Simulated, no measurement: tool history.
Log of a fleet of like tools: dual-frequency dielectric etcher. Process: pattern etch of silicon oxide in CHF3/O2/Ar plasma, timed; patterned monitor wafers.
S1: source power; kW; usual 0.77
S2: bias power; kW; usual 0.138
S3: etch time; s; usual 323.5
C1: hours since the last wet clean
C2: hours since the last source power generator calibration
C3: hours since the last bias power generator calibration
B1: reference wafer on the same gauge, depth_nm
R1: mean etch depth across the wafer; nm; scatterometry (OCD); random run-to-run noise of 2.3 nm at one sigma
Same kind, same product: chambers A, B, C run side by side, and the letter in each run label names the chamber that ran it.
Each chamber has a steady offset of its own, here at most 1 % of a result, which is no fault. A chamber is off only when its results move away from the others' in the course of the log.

run	hour	S1	S2	S3	C1	C2	C3	B1	R1
1B	5.7	0.77	0.138	323.5	223.6	738.2	3208.3	619.29	646.16
2A	8.8	0.77	0.138	323.5	401.5	465.4	118.3	619.66	640.8
3C	12.9	0.77	0.138	323.5	296.7	1780.9	2140.3	618.56	647.16
4B	18.6	0.77	0.138	323.5	236.5	751.1	3221.2	618.79	647.54
5A	24.3	0.77	0.138	323.5	417	480.9	133.8	619.22	639.54
6C	27.7	0.92	0.117	323.5	311.5	1795.7	2155.1	619	660.65
7B	32.8	0.92	0.117	323.5	250.7	765.3	3235.4	619.17	662.52
8A	36.8	0.92	0.117	323.5	429.5	493.4	146.3	618.73	657.44
9C	41.9	0.77	0.138	323.5	325.7	1809.9	2169.3	618.8	645.48
10C	47.7	0.77	0.138	323.5	331.5	1815.7	2175.1	619.12	646.78
11B	51	0.77	0.138	323.5	268.9	783.5	3253.6	619.39	649.4
12A	56.2	0.77	0.138	323.5	448.9	512.8	165.7	618.92	646.93
# hour 56.3: chamber A: wet clean of the chamber
13A	61.5	0.77	0.117	406	5.2	518.1	171	618.66	737.21
14B	65.9	0.77	0.117	406	283.8	798.4	3268.5	619.14	771.17
15C	70.2	0.77	0.117	406	354	1838.2	2197.6	618.71	771.21
16A	73.8	0.77	0.138	323.5	17.5	530.4	183.3	618.36	619.02
17B	77.1	0.77	0.138	323.5	295	809.6	3279.7	619.15	646.61
18C	81.5	0.77	0.138	323.5	365.3	1849.5	2208.9	619.5	647.31
19C	87.3	0.77	0.138	323.5	371.1	1855.3	2214.7	619.64	647.55
20A	90	0.77	0.138	323.5	33.7	546.6	199.5	618.7	618.52

The same settings go to every chamber for the next run, one line per chamber below. Forecast the results for each:
21A	94.3	0.84	0.138	323.5					?
21B	94.3	0.84	0.138	323.5					?
21C	94.3	0.84	0.138	323.5					?

run	R1
21A	641.05
21B	670.77
21C	664.63

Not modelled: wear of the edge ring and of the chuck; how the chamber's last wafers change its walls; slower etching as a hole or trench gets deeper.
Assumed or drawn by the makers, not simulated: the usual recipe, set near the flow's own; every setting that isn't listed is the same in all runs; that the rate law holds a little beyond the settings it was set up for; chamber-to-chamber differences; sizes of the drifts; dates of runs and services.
